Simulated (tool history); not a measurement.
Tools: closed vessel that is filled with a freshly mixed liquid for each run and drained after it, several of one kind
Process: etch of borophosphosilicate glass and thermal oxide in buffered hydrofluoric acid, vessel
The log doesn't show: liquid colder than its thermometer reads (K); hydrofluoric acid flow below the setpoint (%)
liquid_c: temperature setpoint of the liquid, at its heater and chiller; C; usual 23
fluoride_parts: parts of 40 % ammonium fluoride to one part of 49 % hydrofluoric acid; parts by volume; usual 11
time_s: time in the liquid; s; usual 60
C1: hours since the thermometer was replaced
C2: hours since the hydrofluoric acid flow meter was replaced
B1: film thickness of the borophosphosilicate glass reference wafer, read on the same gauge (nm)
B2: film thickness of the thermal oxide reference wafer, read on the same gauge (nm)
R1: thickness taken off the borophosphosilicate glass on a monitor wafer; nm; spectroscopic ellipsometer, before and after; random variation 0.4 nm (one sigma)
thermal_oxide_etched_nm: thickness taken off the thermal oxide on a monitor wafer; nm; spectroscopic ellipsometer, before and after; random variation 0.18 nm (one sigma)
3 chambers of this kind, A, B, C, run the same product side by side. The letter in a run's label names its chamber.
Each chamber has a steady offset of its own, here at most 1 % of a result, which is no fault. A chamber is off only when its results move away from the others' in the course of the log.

Run 1A, day 0.275: usual settings; C1 314.8; C2 1082.6; B1 60.013; B2 120.03. Result: R1 74.701 nm, thermal_oxide_etched_nm 57.79 nm.
Run 2B, day 0.608: usual settings; C1 991; C2 547.5; B1 59.996; B2 120.01. Result: R1 74.427 nm, thermal_oxide_etched_nm 58.107 nm.
Run 3C, day 0.871: usual settings; C1 474.2; C2 421.4; B1 59.982; B2 119.99. Result: R1 73.509 nm, thermal_oxide_etched_nm 57.719 nm.
Run 4A, day 1.25: usual settings; C1 338.2; C2 1106; B1 59.987; B2 119.99. Result: R1 74.911 nm, thermal_oxide_etched_nm 57.751 nm.
Run 5C, day 1.583: usual settings; C1 491.3; C2 438.5; B1 60.002; B2 120.01. Result: R1 73.868 nm, thermal_oxide_etched_nm 57.81 nm.
Run 6B, day 1.829: usual settings; C1 1020.3; C2 576.8; B1 59.992; B2 120.03. Result: R1 73.808 nm, thermal_oxide_etched_nm 57.825 nm.
Run 7B, day 2.046: usual settings; C1 1025.5; C2 582; B1 59.963; B2 120.05. Result: R1 74.244 nm, thermal_oxide_etched_nm 57.702 nm.
Run 8A, day 2.317: usual settings; C1 363.8; C2 1131.6; B1 60.002; B2 119.97. Result: R1 74.519 nm, thermal_oxide_etched_nm 57.782 nm.
Run 9C, day 2.692: usual settings but liquid_c 24.5 C; C1 517.9; C2 465.1; B1 59.999; B2 120.02. Result: R1 79.882 nm, thermal_oxide_etched_nm 62.581 nm.
Run 10A, day 2.996: usual settings but liquid_c 24.5 C; C1 380.1; C2 1147.9; B1 60.017; B2 120. Result: R1 80.488 nm, thermal_oxide_etched_nm 63.434 nm.
Run 11B, day 3.304: usual settings but liquid_c 24.5 C; C1 1055.7; C2 612.2; B1 60.024; B2 119.97. Result: R1 80.938 nm, thermal_oxide_etched_nm 62.846 nm.
Run 12C, day 3.496: usual settings; C1 537.2; C2 484.4; B1 59.98; B2 119.98. Result: R1 73.933 nm, thermal_oxide_etched_nm 57.53 nm.
Run 13A, day 3.712: usual settings; C1 397.3; C2 1165.1; B1 60.002; B2 120.02. Result: R1 74.919 nm, thermal_oxide_etched_nm 57.705 nm.
Run 14B, day 4.004: usual settings; C1 1072.5; C2 629; B1 59.993; B2 120.01. Result: R1 74.657 nm, thermal_oxide_etched_nm 58.067 nm.
Run 15C, day 4.25: usual settings; C1 555.3; C2 502.5; B1 59.976; B2 119.98. Result: R1 73.722 nm, thermal_oxide_etched_nm 57.458 nm.
Run 16C, day 4.558: usual settings; C1 562.7; C2 509.9; B1 59.983; B2 119.99. Result: R1 73.039 nm, thermal_oxide_etched_nm 57.463 nm.
Run 17A, day 4.925: usual settings; C1 426.4; C2 1194.2; B1 60.011; B2 120.05. Result: R1 74.62 nm, thermal_oxide_etched_nm 58.063 nm.
Run 18B, day 5.088: usual settings; C1 1098.5; C2 655; B1 60.013; B2 120. Result: R1 74.677 nm, thermal_oxide_etched_nm 58.058 nm.
Run 19C, day 5.367: usual settings; C1 582.1; C2 529.3; B1 60.011; B2 119.98. Result: R1 73.553 nm, thermal_oxide_etched_nm 57.636 nm.
Run 20A, day 5.571: usual settings; C1 441.9; C2 1209.7; B1 59.981; B2 119.98. Result: R1 74.375 nm, thermal_oxide_etched_nm 57.922 nm.
Run 21B, day 5.825: usual settings but liquid_c 26 C, fluoride_parts 8.5 parts by volume; C1 1116.2; C2 672.7; B1 59.982; B2 119.97. Result: R1 108.95 nm, thermal_oxide_etched_nm 84.879 nm.
Run 22A, day 6.046: usual settings but liquid_c 26 C, fluoride_parts 8.5 parts by volume; C1 453.3; C2 1221.1; B1 60.014; B2 120. Result: R1 109.77 nm, thermal_oxide_etched_nm 86.221 nm.
Run 23C, day 6.308: usual settings but liquid_c 26 C, fluoride_parts 8.5 parts by volume; C1 604.7; C2 551.9; B1 60.014; B2 119.98. Result: R1 107.92 nm, thermal_oxide_etched_nm 84.594 nm.
Run 24B, day 6.575: usual settings; C1 1134.2; C2 690.7; B1 60.018; B2 119.99. Result: R1 74.674 nm, thermal_oxide_etched_nm 57.93 nm.
Run 25A, day 6.888: usual settings; C1 473.5; C2 1241.3; B1 59.998; B2 119.99. Result: R1 74.188 nm, thermal_oxide_etched_nm 57.773 nm.
Run 26B, day 7.271: usual settings; C1 1150.9; C2 707.4; B1 60.013; B2 120.02. Result: R1 74.34 nm, thermal_oxide_etched_nm 58.122 nm.
Run 27C, day 7.558: usual settings; C1 634.7; C2 581.9; B1 59.998; B2 120.01. Result: R1 73.788 nm, thermal_oxide_etched_nm 58.005 nm.
Run 28A, day 7.821: usual settings; C1 495.9; C2 1263.7; B1 60.007; B2 119.99. Result: R1 74.965 nm, thermal_oxide_etched_nm 57.929 nm.
Run 29C, day 8.138: usual settings; C1 648.6; C2 595.8; B1 59.981; B2 120.02. Result: R1 73.739 nm, thermal_oxide_etched_nm 57.46 nm.

Next, every chamber runs the same settings. What will each give?
Run 30A, day 8.412: usual settings but time_s 30 s. Result: R1 ?, thermal_oxide_etched_nm ?.
Run 30B, day 8.412: usual settings but time_s 30 s. Result: R1 ?, thermal_oxide_etched_nm ?.
Run 30C, day 8.412: usual settings but time_s 30 s. Result: R1 ?, thermal_oxide_etched_nm ?.

run      R1  thermal_oxide_etched_nm
30A   37.48                   28.958
30B  36.993                   29.037
30C  36.963                   28.723
